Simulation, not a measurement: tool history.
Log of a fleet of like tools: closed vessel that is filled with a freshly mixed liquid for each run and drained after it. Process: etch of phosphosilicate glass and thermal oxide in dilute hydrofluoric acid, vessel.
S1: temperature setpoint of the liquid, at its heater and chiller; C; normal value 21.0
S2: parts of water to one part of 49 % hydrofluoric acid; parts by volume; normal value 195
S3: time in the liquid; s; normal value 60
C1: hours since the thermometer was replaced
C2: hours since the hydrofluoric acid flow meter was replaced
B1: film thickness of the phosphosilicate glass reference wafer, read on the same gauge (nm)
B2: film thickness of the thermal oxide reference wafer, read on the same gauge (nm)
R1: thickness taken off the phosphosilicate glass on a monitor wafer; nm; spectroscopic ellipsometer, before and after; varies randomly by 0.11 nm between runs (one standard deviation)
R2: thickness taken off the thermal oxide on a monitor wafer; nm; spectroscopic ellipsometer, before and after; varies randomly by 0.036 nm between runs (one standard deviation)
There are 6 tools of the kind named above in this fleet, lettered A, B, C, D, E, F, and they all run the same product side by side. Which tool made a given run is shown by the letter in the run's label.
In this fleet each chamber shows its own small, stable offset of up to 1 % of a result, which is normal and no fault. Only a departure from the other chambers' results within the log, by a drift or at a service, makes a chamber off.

run 1D hour=6.1 | S1=21.0 S2=195 S3=60 | C1=2280.0 C2=2148.7 | B1=59.997 B2=39.999 | R1=19.932 R2=1.08870
run 2E hour=9.0 | S1=21.0 S2=195 S3=60 | C1=275.0 C2=1279.5 | B1=60.039 B2=40.023 | R1=20.473 R2=1.06160
run 3B hour=12.4 | S1=21.0 S2=195 S3=60 | C1=1542.9 C2=1639.4 | B1=59.998 B2=39.987 | R1=20.356 R2=1.07790
run 4A hour=15.6 | S1=21.0 S2=195 S3=60 | C1=177.0 C2=1512.7 | B1=59.979 B2=40.005 | R1=20.151 R2=1.09940
run 5C hour=20.8 | S1=25.0 S2=195 S3=75 | C1=1041.3 C2=881.9 | B1=59.989 B2=39.982 | R1=29.622 R2=1.59920
run 6F hour=23.8 | S1=25.0 S2=195 S3=75 | C1=108.2 C2=1461.6 | B1=60.007 B2=39.962 | R1=29.488 R2=1.56190
run 7C hour=29.5 | S1=25.0 S2=195 S3=75 | C1=1050.0 C2=890.6 | B1=60.017 B2=39.980 | R1=29.845 R2=1.54590
run 8B hour=34.0 | S1=25.0 S2=195 S3=75 | C1=1564.5 C2=1661.0 | B1=60.012 B2=39.980 | R1=29.473 R2=1.53230
run 9E hour=38.7 | S1=25.0 S2=195 S3=75 | C1=304.7 C2=1309.2 | B1=60.015 B2=40.018 | R1=29.463 R2=1.58450
run 10D hour=43.3 | S1=25.0 S2=195 S3=75 | C1=2317.2 C2=2185.9 | B1=59.956 B2=40.000 | R1=29.268 R2=1.57770
-- hour=47.9 chamber C: thermometer replaced
run 11F hour=49.3 | S1=21.0 S2=195 S3=60 | C1=133.7 C2=1487.1 | B1=59.988 B2=39.997 | R1=20.202 R2=1.05920
run 12A hour=52.1 | S1=18.5 S2=130 S3=60 | C1=213.5 C2=1549.2 | B1=60.008 B2=40.025 | R1=29.212 R2=1.53880
run 13A hour=56.8 | S1=18.5 S2=130 S3=60 | C1=218.2 C2=1553.9 | B1=59.990 B2=39.993 | R1=29.248 R2=1.65870
run 14F hour=62.7 | S1=18.5 S2=130 S3=60 | C1=147.1 C2=1500.5 | B1=59.968 B2=40.007 | R1=29.199 R2=1.43370
run 15D hour=69.0 | S1=18.5 S2=130 S3=60 | C1=2342.9 C2=2211.6 | B1=59.994 B2=39.981 | R1=29.230 R2=1.57240
run 16C hour=74.2 | S1=18.5 S2=130 S3=60 | C1=26.4 C2=935.3 | B1=60.010 B2=40.011 | R1=29.258 R2=1.44560
run 17B hour=77.9 | S1=18.5 S2=130 S3=60 | C1=1608.4 C2=1704.9 | B1=59.990 B2=40.001 | R1=29.840 R2=1.55970
run 18E hour=82.4 | S1=21.0 S2=195 S3=60 | C1=348.4 C2=1352.9 | B1=59.993 B2=39.963 | R1=20.189 R2=1.06550
-- hour=83.9 chamber B: hydrofluoric acid flow meter replaced
run 19E hour=88.7 | S1=21.0 S2=195 S3=60 | C1=354.7 C2=1359.2 | B1=60.019 B2=39.984 | R1=20.321 R2=1.11420
run 20D hour=91.6 | S1=21.0 S2=195 S3=60 | C1=2365.5 C2=2234.2 | B1=60.017 B2=39.975 | R1=19.948 R2=1.11630
run 21B hour=94.7 | S1=21.0 S2=195 S3=60 | C1=1625.2 C2=10.8 | B1=59.987 B2=39.996 | R1=20.428 R2=1.02460
run 22A hour=99.7 | S1=21.0 S2=195 S3=60 | C1=261.1 C2=1596.8 | B1=60.004 B2=39.987 | R1=20.141 R2=1.05710
run 23C hour=103.8 | S1=21.0 S2=195 S3=60 | C1=56.0 C2=964.9 | B1=60.009 B2=39.933 | R1=20.323 R2=1.05850
run 24F hour=106.8 | S1=21.0 S2=195 S3=60 | C1=191.2 C2=1544.6 | B1=59.972 B2=40.022 | R1=20.325 R2=0.99770
run 25C hour=111.9 | S1=21.0 S2=195 S3=60 | C1=64.1 C2=973.0 | B1=59.966 B2=39.940 | R1=20.584 R2=1.09570
run 26B hour=116.7 | S1=21.0 S2=255 S3=60 | C1=1647.2 C2=32.8 | B1=59.973 B2=40.004 | R1=14.842 R2=0.79472
run 27A hour=123.0 | S1=21.0 S2=255 S3=60 | C1=284.4 C2=1620.1 | B1=60.014 B2=40.004 | R1=14.550 R2=0.76707
-- hour=126.0 chamber C: hydrofluoric acid flow meter replaced
run 28F hour=127.0 | S1=21.0 S2=255 S3=60 | C1=211.4 C2=1564.8 | B1=59.985 B2=39.980 | R1=14.522 R2=0.76482
run 29E hour=130.9 | S1=21.0 S2=255 S3=60 | C1=396.9 C2=1401.4 | B1=60.004 B2=40.017 | R1=14.621 R2=0.80007
run 30D hour=135.8 | S1=21.0 S2=255 S3=60 | C1=2409.7 C2=2278.4 | B1=59.999 B2=40.002 | R1=14.386 R2=0.77459
-- hour=139.7 chamber F: hydrofluoric acid flow meter replaced
run 31F hour=141.4 | S1=21.0 S2=255 S3=60 | C1=225.8 C2=1.7 | B1=60.018 B2=40.058 | R1=14.735 R2=0.81471
run 32E hour=146.1 | S1=21.0 S2=195 S3=60 | C1=412.1 C2=1416.6 | B1=60.010 B2=40.020 | R1=20.329 R2=1.06670
run 33D hour=150.9 | S1=21.0 S2=195 S3=60 | C1=2424.8 C2=2293.5 | B1=59.981 B2=40.018 | R1=20.040 R2=1.10890
run 34B hour=156.9 | S1=21.0 S2=195 S3=60 | C1=1687.4 C2=73.0 | B1=60.024 B2=39.963 | R1=20.494 R2=1.04990
run 35A hour=160.5 | S1=25.5 S2=240 S3=60 | C1=321.9 C2=1657.6 | B1=60.000 B2=39.999 | R1=18.289 R2=1.02270
run 36C hour=165.0 | S1=25.5 S2=240 S3=60 | C1=117.2 C2=39.1 | B1=59.982 B2=40.012 | R1=18.841 R2=1.00270
run 37C hour=169.2 | S1=25.5 S2=240 S3=60 | C1=121.4 C2=43.3 | B1=60.036 B2=40.009 | R1=18.737 R2=1.03740
run 38F hour=172.4 | S1=25.5 S2=240 S3=60 | C1=256.8 C2=32.7 | B1=59.956 B2=39.977 | R1=18.695 R2=1.01690
run 39E hour=175.3 | S1=25.5 S2=240 S3=60 | C1=441.3 C2=1445.8 | B1=60.005 B2=40.001 | R1=18.561 R2=0.96479
run 40D hour=178.4 | S1=25.5 S2=240 S3=60 | C1=2452.3 C2=2321.0 | B1=60.020 B2=40.004 | R1=18.307 R2=1.04660
run 41A hour=184.3 | S1=21.0 S2=195 S3=60 | C1=345.7 C2=1681.4 | B1=59.980 B2=40.000 | R1=20.059 R2=0.99607
run 42B hour=189.4 | S1=21.0 S2=195 S3=60 | C1=1719.9 C2=105.5 | B1=60.036 B2=40.023 | R1=20.518 R2=1.14300
run 43A hour=192.3 | S1=21.0 S2=195 S3=60 | C1=353.7 C2=1689.4 | B1=60.002 B2=40.013 | R1=19.958 R2=1.02490

Is one chamber out of step, is the gauge drifting, or do the chambers differ by no more than their own small offsets? For an off chamber, give its letter and the likeliest cause.

No chamber is off and the gauge is stable; the differences are just each chamber's small, constant offset.
